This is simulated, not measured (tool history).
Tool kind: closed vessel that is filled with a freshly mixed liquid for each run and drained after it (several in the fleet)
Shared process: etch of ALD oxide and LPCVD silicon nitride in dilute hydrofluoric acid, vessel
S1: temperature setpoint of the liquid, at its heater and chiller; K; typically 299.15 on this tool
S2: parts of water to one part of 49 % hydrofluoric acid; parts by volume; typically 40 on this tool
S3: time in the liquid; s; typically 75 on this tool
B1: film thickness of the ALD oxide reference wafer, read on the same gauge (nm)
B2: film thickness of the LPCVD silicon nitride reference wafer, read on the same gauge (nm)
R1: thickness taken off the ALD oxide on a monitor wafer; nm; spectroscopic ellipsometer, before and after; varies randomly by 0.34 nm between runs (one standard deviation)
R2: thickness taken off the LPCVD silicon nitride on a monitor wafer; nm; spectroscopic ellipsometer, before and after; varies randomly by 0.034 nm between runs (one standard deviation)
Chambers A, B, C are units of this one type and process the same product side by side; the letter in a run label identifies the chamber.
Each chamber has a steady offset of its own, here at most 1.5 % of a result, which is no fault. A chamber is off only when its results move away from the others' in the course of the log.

| run | hour | S1 | S2 | S3 | B1 | B2 | R1 | R2 |
|---|---|---|---|---|---|---|---|---|
| 1A | 6.2 | 299.15 | 40 | 75 | 70.015 | 90.003 | 42.785 | 1.0725 |
| 2C | 15.5 | 299.15 | 40 | 75 | 70.019 | 89.965 | 42.242 | 0.98094 |
| 3B | 26.6 | 299.15 | 40 | 75 | 70.046 | 89.989 | 42.379 | 0.98251 |
| 4B | 33.4 | 299.15 | 40 | 75 | 69.996 | 89.999 | 41.784 | 1.0263 |
| 5A | 38.8 | 299.15 | 40 | 75 | 69.98 | 90.039 | 43.07 | 1.0325 |
| 6C | 49.6 | 299.15 | 40 | 75 | 69.973 | 90.025 | 43.997 | 1.0184 |
|  | 51.9 | chamber A: thermometer replaced |
| 7A | 60.5 | 299.15 | 40 | 75 | 70.017 | 89.987 | 42.363 | 1.0029 |
| 8B | 66.2 | 299.15 | 40 | 75 | 70.04 | 90.021 | 42.013 | 1.0189 |
| 9C | 76.9 | 299.15 | 40 | 75 | 70.021 | 89.985 | 42.604 | 1.0244 |
| 10B | 85.8 | 299.15 | 40 | 100 | 69.995 | 90.01 | 56.1 | 1.3045 |
| 11A | 97.7 | 299.15 | 40 | 100 | 69.979 | 90.003 | 57.597 | 1.2697 |
| 12C | 106.9 | 299.15 | 40 | 100 | 69.993 | 90.017 | 57.603 | 1.2853 |
| 13C | 113.3 | 299.15 | 40 | 75 | 70.015 | 90.014 | 43.213 | 0.98531 |
| 14B | 122.6 | 296.65 | 60 | 75 | 70.013 | 90.007 | 24.558 | 0.5632 |
| 15A | 128.8 | 296.65 | 60 | 75 | 70.016 | 89.985 | 24.744 | 0.58097 |
| 16B | 137.2 | 296.65 | 60 | 75 | 70.014 | 89.964 | 24.358 | 0.56378 |
| 17A | 148.3 | 299.15 | 40 | 75 | 70.028 | 90.018 | 42.409 | 0.98214 |
| 18C | 158.3 | 299.15 | 40 | 75 | 70.034 | 90.009 | 42.573 | 1.0069 |
| 19B | 167.3 | 299.15 | 40 | 75 | 70.024 | 89.96 | 41.992 | 1.0398 |
| 20C | 178.9 | 299.15 | 40 | 75 | 69.96 | 89.985 | 43.252 | 1.0002 |
| 21A | 186.1 | 303.65 | 40 | 50 | 70.079 | 90.011 | 34.024 | 0.8354 |
| 22B | 195.9 | 303.65 | 40 | 50 | 70.042 | 89.99 | 33.125 | 0.90746 |
| 23C | 204.3 | 303.65 | 40 | 50 | 70 | 90.004 | 34.837 | 0.89733 |
| 24A | 213.4 | 299.15 | 40 | 75 | 70.061 | 89.98 | 42.45 | 0.98037 |
| 25C | 221.4 | 299.15 | 40 | 75 | 70 | 90.009 | 43.459 | 1.0506 |
| 26A | 231.8 | 299.15 | 40 | 75 | 70.005 | 89.976 | 42.819 | 1.0439 |
| 27B | 238 | 299.15 | 50 | 75 | 70.012 | 89.977 | 32.745 | 0.77231 |
| 28C | 244.4 | 299.15 | 50 | 75 | 70.033 | 89.996 | 34.354 | 0.77288 |
| 29B | 255 | 299.15 | 50 | 75 | 70.026 | 90.003 | 33.869 | 0.77882 |
| 30A | 263.1 | 299.15 | 40 | 75 | 69.954 | 89.994 | 42.913 | 1.0044 |

All 3 chambers run these settings next. Forecast each chamber's results:
| 31A | 271.9 | 295.15 | 40 | 75 |  |  | ? | ? |
| 31B | 271.9 | 295.15 | 40 | 75 |  |  | ? | ? |
| 31C | 271.9 | 295.15 | 40 | 75 |  |  | ? | ? |

| run | R1 | R2 |
|---|---|---|
| 31A | 36.427 | 0.78669 |
| 31B | 35.597 | 0.73495 |
| 31C | 36.118 | 0.74378 |
